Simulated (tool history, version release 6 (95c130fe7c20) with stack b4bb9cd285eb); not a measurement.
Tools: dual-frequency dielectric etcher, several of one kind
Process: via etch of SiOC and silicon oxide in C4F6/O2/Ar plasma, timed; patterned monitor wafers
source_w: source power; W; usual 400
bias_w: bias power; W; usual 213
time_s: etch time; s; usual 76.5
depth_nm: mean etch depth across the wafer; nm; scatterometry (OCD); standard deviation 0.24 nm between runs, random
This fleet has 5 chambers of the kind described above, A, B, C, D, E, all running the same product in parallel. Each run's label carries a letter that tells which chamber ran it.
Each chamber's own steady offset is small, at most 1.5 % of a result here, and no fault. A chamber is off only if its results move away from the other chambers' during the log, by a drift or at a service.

run,hour,source_w,bias_w,time_s,"read-back reference wafer on the same gauge, depth_nm",depth_nm
1A,10.1,400,213,76.5,79.492,91.443
2B,20.4,400,213,76.5,79.499,91.176
3D,32.1,400,213,76.5,79.537,91.409
4C,37.6,400,213,76.5,79.461,91.425
5E,45.7,400,213,76.5,79.537,92.244
6E,53.5,400,213,76.5,79.482,91.954
7D,59.6,400,213,76.5,79.503,91.362
8C,65.2,400,213,76.5,79.460,90.878
9B,73.5,400,213,76.5,79.516,90.693
10A,83.3,400,213,76.5,79.512,91.994
11E,91.0,400,213,76.5,79.514,92.322
12A,98.1,490,213,76.5,79.483,99.346
# hour 105.6: chamber C: wet clean of the chamber
13C,107.7,490,213,76.5,79.497,98.558
14B,114.6,490,213,76.5,79.451,98.059
15D,123.0,490,213,76.5,79.458,98.591
16D,130.2,490,213,76.5,79.489,98.841
17C,135.6,400,213,76.5,79.492,91.096
18A,144.8,400,213,76.5,79.563,92.792
19E,150.8,400,213,76.5,79.500,92.282
# hour 154.7: chamber B: wet clean of the chamber
20B,156.9,400,213,76.5,79.465,90.591
21E,163.2,400,239,76.5,79.487,96.454
22A,168.8,400,239,76.5,79.487,96.489
# hour 171.3: chamber D: wet clean of the chamber
23D,174.1,400,239,76.5,79.522,95.308
24C,185.6,400,239,76.5,79.498,94.780
25B,191.5,400,239,76.5,79.527,94.478
26B,196.8,400,213,76.5,79.538,90.488
27A,207.4,400,213,76.5,79.484,93.365
28E,217.1,400,213,76.5,79.482,92.330
29C,224.5,440,213,65.0,79.479,80.451
30D,235.3,440,213,65.0,79.500,80.608
31A,242.8,440,213,65.0,79.484,81.806
# hour 250.3: chamber C: source power generator calibrated
32C,254.6,440,213,65.0,79.471,80.608
33E,264.9,440,213,65.0,79.522,81.278
34D,273.1,400,213,76.5,79.482,91.221
35B,279.5,400,213,76.5,79.473,91.192
36A,287.4,400,213,76.5,79.553,93.278
37D,295.3,400,213,76.5,79.482,91.219
38C,304.5,400,213,76.5,79.445,91.064
39B,312.9,400,213,76.5,79.535,90.411
40E,321.6,400,213,76.5,79.500,92.666
41C,332.3,400,213,76.5,79.519,91.094
42B,342.9,400,213,76.5,79.544,91.037

Decide between three cases: one chamber stands off from its peers, the gauge reading all wafers drifts, or nothing is wrong past each chamber's small offset. Where a chamber is off, say which and what most likely put it there.

Chamber A drifts away from the others.
Likeliest cause: etch rate over this chamber's usual, % = 2.68.

Below are 4 candidate recipes for chamber A's next run, each the usual settings with a change, their results shown as question marks. Which of them brings A's results back in line with what the other chambers give on the usual settings?
To be in line, a result may differ from the other chambers' mean on the usual settings by at most: depth_nm 0.830 nm
43A-1,351.5,400,214,78.5,,?
43A-2,351.5,400,212,74.5,,?
43A-3,351.5,430,229,76.5,,?
43A-4,351.5,350,213,76.5,,?

The mean the other chambers reach with the usual settings: depth_nm 91.402 nm
run,depth_nm
43A-1,96.691
43A-2,91.475
43A-3,99.085
43A-4,89.439
It is 43A-2 that realigns the chamber with its peers.

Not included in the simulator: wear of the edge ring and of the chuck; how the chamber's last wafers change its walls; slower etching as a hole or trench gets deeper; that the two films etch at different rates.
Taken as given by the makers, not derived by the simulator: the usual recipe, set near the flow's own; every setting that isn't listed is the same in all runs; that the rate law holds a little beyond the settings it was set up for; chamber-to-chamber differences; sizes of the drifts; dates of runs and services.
